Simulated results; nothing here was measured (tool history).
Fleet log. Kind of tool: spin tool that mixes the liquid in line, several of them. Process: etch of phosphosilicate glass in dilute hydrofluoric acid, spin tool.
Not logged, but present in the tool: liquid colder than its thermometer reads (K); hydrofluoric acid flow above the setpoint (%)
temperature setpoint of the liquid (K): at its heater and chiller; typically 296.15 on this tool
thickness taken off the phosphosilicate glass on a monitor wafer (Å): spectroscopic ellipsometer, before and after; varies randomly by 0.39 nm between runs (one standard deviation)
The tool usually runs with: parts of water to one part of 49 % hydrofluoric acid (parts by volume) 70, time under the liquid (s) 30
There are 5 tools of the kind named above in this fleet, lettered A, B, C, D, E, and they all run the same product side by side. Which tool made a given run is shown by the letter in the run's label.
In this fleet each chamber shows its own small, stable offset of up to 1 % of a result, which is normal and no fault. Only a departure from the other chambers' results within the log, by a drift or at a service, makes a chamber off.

run	hour	temperature setpoint of the liquid (K)	parts of water to one part of 49 % hydrofluoric acid (parts by volume)	time under the liquid (s)	hours since the thermometer was replaced	hours since the hydrofluoric acid flow meter was replaced	read-back film thickness of the phosphosilicate glass reference wafer, read on the same gauge (nm)	thickness taken off the phosphosilicate glass on a monitor wafer (Å)
1D	8.8	296.15	70	30	2270.8	278.5	70.011	406.47
2E	19.0	296.15	70	30	825.1	1117.5	69.986	403.55
3B	28.0	296.15	70	30	677.6	261.8	70.000	411.81
# hour 34.4: chamber D: thermometer replaced
4A	36.7	296.15	70	30	512.0	610.1	70.028	417.80
5C	42.9	296.15	70	30	334.2	585.1	70.007	409.69
6D	48.9	296.15	70	30	14.5	318.6	69.988	412.02
7B	59.1	296.15	70	30	708.7	292.9	70.006	411.64
8A	70.0	296.15	70	30	545.3	643.4	70.015	411.80
9C	78.0	296.15	70	30	369.3	620.2	69.997	408.20
10E	85.3	296.15	70	30	891.4	1183.8	70.016	409.73
# hour 89.2: chamber A: hydrofluoric acid flow meter replaced
11E	90.3	296.15	70	30	896.4	1188.8	70.004	405.76
12C	99.8	296.15	70	30	391.1	642.0	69.985	405.98
13B	107.8	294.15	90	30	757.4	341.6	69.990	287.20
14D	114.9	294.15	90	30	80.5	384.6	69.994	284.13
15A	124.8	294.15	90	30	600.1	35.6	70.004	284.08
16D	135.0	294.15	90	30	100.6	404.7	69.976	290.80
17A	145.4	294.15	90	30	620.7	56.2	70.000	288.04
# hour 145.9: chamber E: hydrofluoric acid flow meter replaced
18B	150.9	296.15	70	30	800.5	384.7	70.002	405.81
19C	156.6	296.15	70	30	447.9	698.8	70.006	404.51
20E	163.0	296.15	70	30	969.1	17.1	70.000	404.87
21D	172.0	293.15	70	35	137.6	441.7	70.017	421.88
22E	178.2	293.15	70	35	984.3	32.3	69.980	421.88
23A	184.2	293.15	70	35	659.5	95.0	69.981	418.37
24B	191.3	293.15	70	35	840.9	425.1	69.985	418.45
25C	201.4	293.15	70	35	492.7	743.6	70.001	416.22
26A	207.8	296.15	70	20	683.1	118.6	69.992	275.65
27C	212.7	296.15	70	20	504.0	754.9	70.008	275.10
28B	219.8	296.15	70	20	869.4	453.6	69.980	275.59
29E	230.2	296.15	70	20	1036.3	84.3	69.987	268.90
30D	237.7	296.15	70	20	203.3	507.4	69.980	271.31
31C	242.5	296.15	70	30	533.8	784.7	69.985	405.01
32A	250.7	296.15	70	30	726.0	161.5	70.027	409.23
33E	261.0	296.15	70	30	1067.1	115.1	69.998	407.02
34D	269.8	296.15	70	30	235.4	539.5	70.001	406.40
35B	276.3	296.15	70	30	925.9	510.1	69.986	407.04

Is one chamber off against the others, does the gauge drift, or is nothing wrong? If a chamber is off, say which, and what the likeliest cause is.

Beyond each chamber's small constant offset nothing stands out, and the gauge stays steady.
